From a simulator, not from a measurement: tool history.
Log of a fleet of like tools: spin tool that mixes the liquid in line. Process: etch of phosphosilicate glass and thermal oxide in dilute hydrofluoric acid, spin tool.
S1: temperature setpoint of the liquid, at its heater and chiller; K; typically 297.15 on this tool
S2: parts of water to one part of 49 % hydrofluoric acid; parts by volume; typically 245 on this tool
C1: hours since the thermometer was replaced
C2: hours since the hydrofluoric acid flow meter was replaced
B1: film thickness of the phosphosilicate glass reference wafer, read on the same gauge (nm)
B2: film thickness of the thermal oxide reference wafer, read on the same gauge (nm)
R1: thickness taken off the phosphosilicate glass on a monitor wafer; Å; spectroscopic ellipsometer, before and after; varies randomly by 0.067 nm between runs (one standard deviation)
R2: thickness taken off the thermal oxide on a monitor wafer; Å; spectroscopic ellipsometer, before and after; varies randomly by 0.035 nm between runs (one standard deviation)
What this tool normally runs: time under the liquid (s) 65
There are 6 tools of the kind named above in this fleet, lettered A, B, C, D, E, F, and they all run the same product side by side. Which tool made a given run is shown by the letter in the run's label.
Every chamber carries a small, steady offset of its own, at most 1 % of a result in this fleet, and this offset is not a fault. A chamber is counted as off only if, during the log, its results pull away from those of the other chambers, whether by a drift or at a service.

run 1C hour=3.8 | S1=297.15 S2=245 time_under_the_liquid_(s)=65 | C1=902.5 C2=413.3 | B1=139.99 B2=50.002 | R1=220.42 R2=10.7730
run 2B hour=9.3 | S1=297.15 S2=245 time_under_the_liquid_(s)=65 | C1=2307.6 C2=696.1 | B1=139.99 B2=50.013 | R1=221.57 R2=10.8090
run 3F hour=14.7 | S1=297.15 S2=245 time_under_the_liquid_(s)=65 | C1=1048.3 C2=249.2 | B1=139.98 B2=49.986 | R1=222.30 R2=9.9540
run 4E hour=20.4 | S1=297.15 S2=245 time_under_the_liquid_(s)=65 | C1=248.8 C2=385.3 | B1=139.99 B2=50.012 | R1=221.60 R2=11.1490
run 5A hour=25.8 | S1=297.15 S2=245 time_under_the_liquid_(s)=65 | C1=790.6 C2=202.6 | B1=140.02 B2=50.004 | R1=220.94 R2=10.5220
run 6D hour=31.3 | S1=297.15 S2=245 time_under_the_liquid_(s)=65 | C1=70.4 C2=806.1 | B1=140.02 B2=49.998 | R1=222.50 R2=10.4550
run 7E hour=36.4 | S1=297.15 S2=245 time_under_the_liquid_(s)=65 | C1=264.8 C2=401.3 | B1=140.01 B2=49.999 | R1=222.04 R2=10.3530
run 8D hour=41.8 | S1=297.15 S2=245 time_under_the_liquid_(s)=65 | C1=80.9 C2=816.6 | B1=139.98 B2=49.989 | R1=222.69 R2=10.8090
-- hour=46.6 chamber A: thermometer replaced
run 9C hour=46.6 | S1=297.15 S2=245 time_under_the_liquid_(s)=65 | C1=945.3 C2=456.1 | B1=139.98 B2=50.009 | R1=220.68 R2=10.0910
run 10B hour=54.2 | S1=297.15 S2=245 time_under_the_liquid_(s)=65 | C1=2352.5 C2=741.0 | B1=140.00 B2=50.018 | R1=222.82 R2=10.6530
-- hour=56.6 chamber B: hydrofluoric acid flow meter replaced
run 11A hour=60.3 | S1=297.15 S2=245 time_under_the_liquid_(s)=65 | C1=13.7 C2=237.1 | B1=140.01 B2=49.998 | R1=220.16 R2=10.3380
run 12F hour=68.0 | S1=297.15 S2=245 time_under_the_liquid_(s)=65 | C1=1101.6 C2=302.5 | B1=139.98 B2=50.009 | R1=222.53 R2=10.9400
run 13F hour=71.9 | S1=297.15 S2=245 time_under_the_liquid_(s)=65 | C1=1105.5 C2=306.4 | B1=140.00 B2=49.979 | R1=222.10 R2=10.5460
run 14C hour=75.3 | S1=297.15 S2=245 time_under_the_liquid_(s)=65 | C1=974.0 C2=484.8 | B1=139.96 B2=50.018 | R1=220.94 R2=10.1320
run 15A hour=81.7 | S1=297.15 S2=245 time_under_the_liquid_(s)=65 | C1=35.1 C2=258.5 | B1=140.00 B2=49.983 | R1=220.96 R2=10.6960
run 16E hour=87.1 | S1=297.15 S2=245 time_under_the_liquid_(s)=65 | C1=315.5 C2=452.0 | B1=140.00 B2=49.996 | R1=220.92 R2=10.4730
run 17D hour=90.8 | S1=297.15 S2=245 time_under_the_liquid_(s)=65 | C1=129.9 C2=865.6 | B1=140.00 B2=50.009 | R1=222.60 R2=11.4230
run 18B hour=98.2 | S1=295.15 S2=245 time_under_the_liquid_(s)=65 | C1=2396.5 C2=41.7 | B1=140.01 B2=49.985 | R1=206.64 R2=10.1170
run 19A hour=105.8 | S1=295.15 S2=245 time_under_the_liquid_(s)=65 | C1=59.2 C2=282.6 | B1=140.01 B2=49.995 | R1=205.26 R2=9.7672
run 20D hour=113.5 | S1=295.15 S2=245 time_under_the_liquid_(s)=65 | C1=152.6 C2=888.3 | B1=140.02 B2=49.990 | R1=207.50 R2=10.0550
run 21E hour=119.3 | S1=295.15 S2=245 time_under_the_liquid_(s)=65 | C1=347.7 C2=484.2 | B1=139.98 B2=49.996 | R1=206.09 R2=10.1090
run 22F hour=125.3 | S1=295.15 S2=245 time_under_the_liquid_(s)=65 | C1=1158.9 C2=359.8 | B1=140.01 B2=50.001 | R1=205.32 R2=10.2510
run 23C hour=131.1 | S1=295.15 S2=245 time_under_the_liquid_(s)=65 | C1=1029.8 C2=540.6 | B1=140.01 B2=49.984 | R1=205.57 R2=10.2480
run 24B hour=136.6 | S1=297.15 S2=245 time_under_the_liquid_(s)=65 | C1=2434.9 C2=80.1 | B1=140.01 B2=49.986 | R1=221.85 R2=10.4710
run 25E hour=141.8 | S1=297.15 S2=245 time_under_the_liquid_(s)=65 | C1=370.2 C2=506.7 | B1=140.02 B2=49.993 | R1=221.85 R2=10.8050
run 26D hour=145.4 | S1=297.15 S2=245 time_under_the_liquid_(s)=65 | C1=184.5 C2=920.2 | B1=139.94 B2=49.994 | R1=223.28 R2=11.0100
run 27F hour=149.4 | S1=297.15 S2=245 time_under_the_liquid_(s)=65 | C1=1183.0 C2=383.9 | B1=140.01 B2=50.002 | R1=221.24 R2=11.0350
run 28A hour=156.8 | S1=297.15 S2=245 time_under_the_liquid_(s)=65 | C1=110.2 C2=333.6 | B1=140.00 B2=50.000 | R1=221.81 R2=10.5910
run 29C hour=161.1 | S1=297.15 S2=245 time_under_the_liquid_(s)=65 | C1=1059.8 C2=570.6 | B1=140.02 B2=50.012 | R1=221.35 R2=11.0340
run 30B hour=166.5 | S1=297.15 S2=245 time_under_the_liquid_(s)=65 | C1=2464.8 C2=110.0 | B1=139.95 B2=49.990 | R1=220.48 R2=10.2390
run 31D hour=171.5 | S1=297.15 S2=245 time_under_the_liquid_(s)=65 | C1=210.6 C2=946.3 | B1=139.99 B2=50.008 | R1=222.96 R2=10.1160
-- hour=172.6 chamber B: thermometer replaced
run 32E hour=178.4 | S1=297.15 S2=245 time_under_the_liquid_(s)=65 | C1=406.8 C2=543.3 | B1=139.96 B2=50.008 | R1=222.47 R2=10.2440
run 33B hour=184.4 | S1=297.15 S2=245 time_under_the_liquid_(s)=65 | C1=11.9 C2=127.9 | B1=140.00 B2=49.986 | R1=222.03 R2=10.3180
run 34C hour=189.8 | S1=297.15 S2=245 time_under_the_liquid_(s)=65 | C1=1088.5 C2=599.3 | B1=140.00 B2=49.992 | R1=220.12 R2=11.4340
run 35F hour=196.0 | S1=297.15 S2=245 time_under_the_liquid_(s)=65 | C1=1229.6 C2=430.5 | B1=140.00 B2=49.992 | R1=221.11 R2=11.0360
run 36A hour=200.2 | S1=297.15 S2=245 time_under_the_liquid_(s)=65 | C1=153.6 C2=377.0 | B1=140.02 B2=49.996 | R1=220.56 R2=10.7940
run 37D hour=206.3 | S1=297.15 S2=245 time_under_the_liquid_(s)=65 | C1=245.4 C2=981.1 | B1=140.02 B2=50.000 | R1=222.35 R2=10.8160
run 38A hour=209.9 | S1=297.15 S2=245 time_under_the_liquid_(s)=65 | C1=163.3 C2=386.7 | B1=139.98 B2=49.979 | R1=221.28 R2=10.3820
run 39F hour=217.4 | S1=297.15 S2=245 time_under_the_liquid_(s)=65 | C1=1251.0 C2=451.9 | B1=139.99 B2=50.008 | R1=221.49 R2=10.1450
run 40C hour=224.0 | S1=297.15 S2=245 time_under_the_liquid_(s)=65 | C1=1122.7 C2=633.5 | B1=140.03 B2=50.011 | R1=222.63 R2=10.6990
run 41E hour=229.1 | S1=297.15 S2=245 time_under_the_liquid_(s)=65 | C1=457.5 C2=594.0 | B1=139.98 B2=49.995 | R1=220.91 R2=10.6790
run 42B hour=233.0 | S1=297.15 S2=245 time_under_the_liquid_(s)=65 | C1=60.5 C2=176.5 | B1=140.03 B2=50.003 | R1=221.97 R2=10.6270
run 43E hour=239.1 | S1=297.15 S2=245 time_under_the_liquid_(s)=65 | C1=467.5 C2=604.0 | B1=139.97 B2=49.979 | R1=221.83 R2=10.0570
run 44B hour=245.2 | S1=297.15 S2=150 time_under_the_liquid_(s)=95 | C1=72.7 C2=188.7 | B1=140.00 B2=50.004 | R1=581.83 R2=27.3740

Decide between three cases: one chamber stands off from its peers, the gauge reading all wafers drifts, or nothing is wrong past each chamber's small offset. Where a chamber is off, say which and what most likely put it there.

All chambers stay in line apart from their small fixed offsets, and the gauge does not drift.

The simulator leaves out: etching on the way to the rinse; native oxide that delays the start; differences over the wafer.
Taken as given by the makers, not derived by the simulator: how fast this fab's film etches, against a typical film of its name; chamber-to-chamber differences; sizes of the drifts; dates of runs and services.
